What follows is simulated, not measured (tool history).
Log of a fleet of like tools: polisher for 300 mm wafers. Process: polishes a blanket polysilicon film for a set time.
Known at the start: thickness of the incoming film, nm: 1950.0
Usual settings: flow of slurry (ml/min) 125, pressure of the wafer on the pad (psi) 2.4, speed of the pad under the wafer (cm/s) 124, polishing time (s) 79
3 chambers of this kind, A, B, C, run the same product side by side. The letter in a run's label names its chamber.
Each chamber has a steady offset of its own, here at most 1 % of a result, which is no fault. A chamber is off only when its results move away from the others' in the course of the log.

run   hour  flow of slurry (ml/min)  pressure of the wafer on the pad (psi)  speed of the pad under the wafer (cm/s)  polishing time (s)  wafers polished on this pad  hours since the slurry nozzle was cleaned  hours since the head pressure was calibrated  film removed (Å)
 1C      9                      125                                     2.4                                      124                  79                          795                                      243.9                                           427            7260.4
 2B   15.8                      125                                     2.4                                      124                  79                          501                                       49.8                                         290.7            7281.8
 3A   21.9                      125                                     2.4                                      124                  79                          484                                      156.8                                         198.5            7143.3
 4B   27.6                      125                                     2.4                                      124                  79                          584                                       61.6                                         302.5            7305.8
 5C   33.5                      125                                     2.4                                      124                  79                          968                                      268.4                                         451.5            7126.1
 6A   40.6                      125                                     2.4                                      124                  79                          616                                      175.5                                         217.2            7103.4
      42.9  -- chamber B: worn pad replaced by a new one
        46  -- chamber B: head pressure recalibrated
 7A   46.7                      125                                     2.4                                      124                  79                          659                                      181.6                                         223.3            7154.4
 8B   52.4                       85                                     2.1                                      124                  79                           67                                       86.4                                           6.5            5731.4
        56  -- chamber C: worn pad replaced by a new one
 9C   56.8                       85                                     2.1                                      124                  79                            5                                      291.7                                         474.8            5843.5
      58.6  -- chamber A: worn pad replaced by a new one
10B   64.6                       85                                     2.1                                      124                  79                          153                                       98.6                                          18.7            5795.7
11A   70.6                      125                                     2.4                                      124                  79                           85                                      205.5                                         247.2              7032
12C   78.7                      125                                     2.4                                      124                  79                          160                                      313.6                                         496.7            7240.8
13A   83.5                      125                                     2.4                                      124                  62                          176                                      218.4                                         260.1            5495.1
14B   91.7                      125                                     2.4                                      124                  62                          344                                      125.7                                          45.8            5676.5
15C   99.6                      125                                     2.4                                      124                  62                          307                                      334.5                                         517.6            5854.6
16C  108.1                      125                                     2.4                                      124                  79                          367                                        343                                         526.1              7282
17B  114.1                      125                                     2.4                                      124                  79                          502                                      148.1                                          68.2            7224.1
     118.6  -- chamber C: slurry nozzle cleaned
18A  122.5                      125                                     2.4                                      124                  79                          451                                      257.4                                         299.1            6760.6
19C  126.5                      125                                       2                                      124                  53                          497                                          8                                         544.5            4004.4
20A    132                      125                                       2                                      124                  53                          518                                      266.9                                         308.6            3834.4
21B    136                      125                                       2                                      124                  53                          656                                        170                                          90.1            3997.8
22A  141.1                      125                                     2.4                                      124                  79                          582                                        276                                         317.7            6728.7
     146.4  -- chamber B: worn pad replaced by a new one
23C  146.4                      125                                     2.4                                      124                  79                          637                                       27.9                                         564.4            7285.3
24B  153.3                      125                                     2.4                                      124                  79                           48                                      187.3                                         107.4            7260.8
25C    159                      125                                     2.4                                      124                  79                          726                                       40.5                                           577            7348.9
     165.7  -- chamber C: head pressure recalibrated
26B  166.1                      125                                     2.4                                      124                  79                          139                                      200.1                                         120.2            7123.4
     171.4  -- chamber A: worn pad replaced by a new one
27A  172.9                      125                                     2.4                                      124                  79                           10                                      307.8                                         349.5            6636.6
28B  177.5                      125                                     2.4                                      124                  79                          219                                      211.5                                         131.6            7245.3
29C  181.6                      125                                     2.4                                      124                  79                          885                                       63.1                                          15.9              7251
30A  186.1                      125                                     2.4                                      124                  79                          103                                        321                                         362.7            6589.5
31B  191.4                      125                                     2.4                                      124                  79                          317                                      225.4                                         145.5            7262.9
32C  195.6                      125                                     2.2                                      124                  94                          984                                       77.1                                          29.9            7910.6
33A  202.7                      125                                     2.2                                      124                  94                          220                                      337.6                                         379.3            7221.8
34B  208.2                      125                                     2.2                                      124                  94                          435                                      242.2                                         162.3            7866.2
35A  213.4                      125                                     2.4                                      124                  79                          296                                      348.3                                           390            6426.5
     218.4  -- chamber C: worn pad replaced by a new one
36C  220.8                      125                                     2.4                                      124                  79                           17                                      102.3                                          55.1            7137.3
37A  227.4                      125                                     2.4                                      124                  79                          395                                      362.3                                           404            6482.4
38C  231.3                      125                                     2.4                                      124                  79                           91                                      112.8                                          65.6            7118.5

Next, every chamber runs the same settings. What will each give?
39A  237.8                      125                                     1.6                                      124                  79                                                                                                                                       ?
39B  237.8                      125                                     1.6                                      124                  79                                                                                                                                       ?
39C  237.8                      125                                     1.6                                      124                  79                                                                                                                                       ?

run  film removed (Å)
39A              4264
39B            4840.8
39C              4753
